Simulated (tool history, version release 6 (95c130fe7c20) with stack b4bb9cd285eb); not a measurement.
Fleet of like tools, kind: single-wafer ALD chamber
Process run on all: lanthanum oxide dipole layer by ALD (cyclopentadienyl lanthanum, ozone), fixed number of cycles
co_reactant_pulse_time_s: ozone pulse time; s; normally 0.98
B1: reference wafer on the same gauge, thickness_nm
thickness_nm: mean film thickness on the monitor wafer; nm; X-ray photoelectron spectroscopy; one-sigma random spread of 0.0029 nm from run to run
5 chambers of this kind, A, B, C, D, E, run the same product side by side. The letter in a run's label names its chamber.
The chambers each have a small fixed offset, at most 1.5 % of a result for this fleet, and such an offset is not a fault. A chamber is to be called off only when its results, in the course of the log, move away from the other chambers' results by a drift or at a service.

-- day=0.229 chamber B: ozone generator serviced
run 1C day=0.246 | co_reactant_pulse_time_s=0.98 | B1=0.48674 | thickness_nm=0.50344
run 2B day=0.446 | co_reactant_pulse_time_s=0.98 | B1=0.48664 | thickness_nm=0.49799
run 3E day=0.625 | co_reactant_pulse_time_s=0.98 | B1=0.48648 | thickness_nm=0.48922
run 4A day=0.817 | co_reactant_pulse_time_s=0.98 | B1=0.48680 | thickness_nm=0.49961
run 5D day=0.975 | co_reactant_pulse_time_s=0.85 | B1=0.48608 | thickness_nm=0.47876
run 6A day=1.104 | co_reactant_pulse_time_s=0.85 | B1=0.48703 | thickness_nm=0.47125
run 7D day=1.246 | co_reactant_pulse_time_s=0.85 | B1=0.48661 | thickness_nm=0.46720
run 8C day=1.454 | co_reactant_pulse_time_s=0.85 | B1=0.48733 | thickness_nm=0.47727
run 9B day=1.688 | co_reactant_pulse_time_s=0.85 | B1=0.48691 | thickness_nm=0.47224
run 10E day=1.917 | co_reactant_pulse_time_s=0.98 | B1=0.48666 | thickness_nm=0.49450
run 11A day=2.092 | co_reactant_pulse_time_s=0.98 | B1=0.48654 | thickness_nm=0.49691
run 12C day=2.271 | co_reactant_pulse_time_s=0.98 | B1=0.48756 | thickness_nm=0.49916
run 13E day=2.529 | co_reactant_pulse_time_s=0.98 | B1=0.48688 | thickness_nm=0.48680
run 14B day=2.750 | co_reactant_pulse_time_s=0.98 | B1=0.48668 | thickness_nm=0.50130
run 15D day=2.979 | co_reactant_pulse_time_s=0.76 | B1=0.48792 | thickness_nm=0.45089
run 16B day=3.258 | co_reactant_pulse_time_s=0.76 | B1=0.48676 | thickness_nm=0.44996
run 17C day=3.533 | co_reactant_pulse_time_s=0.76 | B1=0.48717 | thickness_nm=0.45051
run 18A day=3.788 | co_reactant_pulse_time_s=0.76 | B1=0.48617 | thickness_nm=0.45145
run 19D day=3.971 | co_reactant_pulse_time_s=0.76 | B1=0.48682 | thickness_nm=0.45033
run 20E day=4.192 | co_reactant_pulse_time_s=0.98 | B1=0.48623 | thickness_nm=0.48736
run 21A day=4.325 | co_reactant_pulse_time_s=0.98 | B1=0.48674 | thickness_nm=0.50089
run 22D day=4.571 | co_reactant_pulse_time_s=0.98 | B1=0.48668 | thickness_nm=0.49314
run 23B day=4.808 | co_reactant_pulse_time_s=0.67 | B1=0.48676 | thickness_nm=0.43144
run 24C day=5.104 | co_reactant_pulse_time_s=0.67 | B1=0.48734 | thickness_nm=0.43537
run 25E day=5.233 | co_reactant_pulse_time_s=0.67 | B1=0.48708 | thickness_nm=0.42098
run 26C day=5.421 | co_reactant_pulse_time_s=0.67 | B1=0.48697 | thickness_nm=0.43035
run 27E day=5.583 | co_reactant_pulse_time_s=0.67 | B1=0.48705 | thickness_nm=0.42351
run 28A day=5.733 | co_reactant_pulse_time_s=0.98 | B1=0.48626 | thickness_nm=0.49421
run 29B day=5.971 | co_reactant_pulse_time_s=1.32 | B1=0.48737 | thickness_nm=0.54350
run 30D day=6.238 | co_reactant_pulse_time_s=1.32 | B1=0.48737 | thickness_nm=0.53198
run 31A day=6.492 | co_reactant_pulse_time_s=1.32 | B1=0.48712 | thickness_nm=0.53781
run 32B day=6.658 | co_reactant_pulse_time_s=1.32 | B1=0.48665 | thickness_nm=0.53822
run 33C day=6.883 | co_reactant_pulse_time_s=1.32 | B1=0.48664 | thickness_nm=0.54344
run 34E day=7.058 | co_reactant_pulse_time_s=0.61 | B1=0.48610 | thickness_nm=0.40204
run 35D day=7.208 | co_reactant_pulse_time_s=0.61 | B1=0.48724 | thickness_nm=0.38591
run 36B day=7.342 | co_reactant_pulse_time_s=0.61 | B1=0.48685 | thickness_nm=0.40441
run 37E day=7.529 | co_reactant_pulse_time_s=0.61 | B1=0.48671 | thickness_nm=0.40333
run 38C day=7.808 | co_reactant_pulse_time_s=0.61 | B1=0.48684 | thickness_nm=0.40854
run 39D day=7.983 | co_reactant_pulse_time_s=0.98 | B1=0.48683 | thickness_nm=0.47535
run 40A day=8.183 | co_reactant_pulse_time_s=0.98 | B1=0.48716 | thickness_nm=0.49632
run 41D day=8.362 | co_reactant_pulse_time_s=0.98 | B1=0.48688 | thickness_nm=0.47246
run 42E day=8.492 | co_reactant_pulse_time_s=0.69 | B1=0.48658 | thickness_nm=0.42494
run 43A day=8.675 | co_reactant_pulse_time_s=0.69 | B1=0.48682 | thickness_nm=0.43731

One chamber off, gauge drift, or nothing amiss beyond the chambers' own small offsets? If it is a chamber, which one, and what is the likeliest cause?

It is chamber D that slowly wanders off from its peers.
What lies behind it: ozone dose below that of a generator just serviced (%) = 14.5.

Here are 4 candidates for chamber D's next run, each the usual settings with a change, their results left as question marks. Which one brings its results back in line with what the others give on the usual settings?
In line means no further than this from the other chambers' mean on the usual settings: thickness_nm 0.01000 nm
run 44D-1 day=8.883 | co_reactant_pulse_time_s=0.87 | thickness_nm=?
run 44D-2 day=8.883 | co_reactant_pulse_time_s=0.93 | thickness_nm=?
run 44D-3 day=8.883 | co_reactant_pulse_time_s=1.03 | thickness_nm=?
run 44D-4 day=8.883 | co_reactant_pulse_time_s=1.12 | thickness_nm=?

Usual-settings mean across the other chambers: thickness_nm 0.49670 nm
run=44D-1 thickness_nm=0.44743
run=44D-2 thickness_nm=0.46053
run=44D-3 thickness_nm=0.47953
run=44D-4 thickness_nm=0.49402
The answer is 44D-4, which returns the chamber to within the allowed miss of the others.
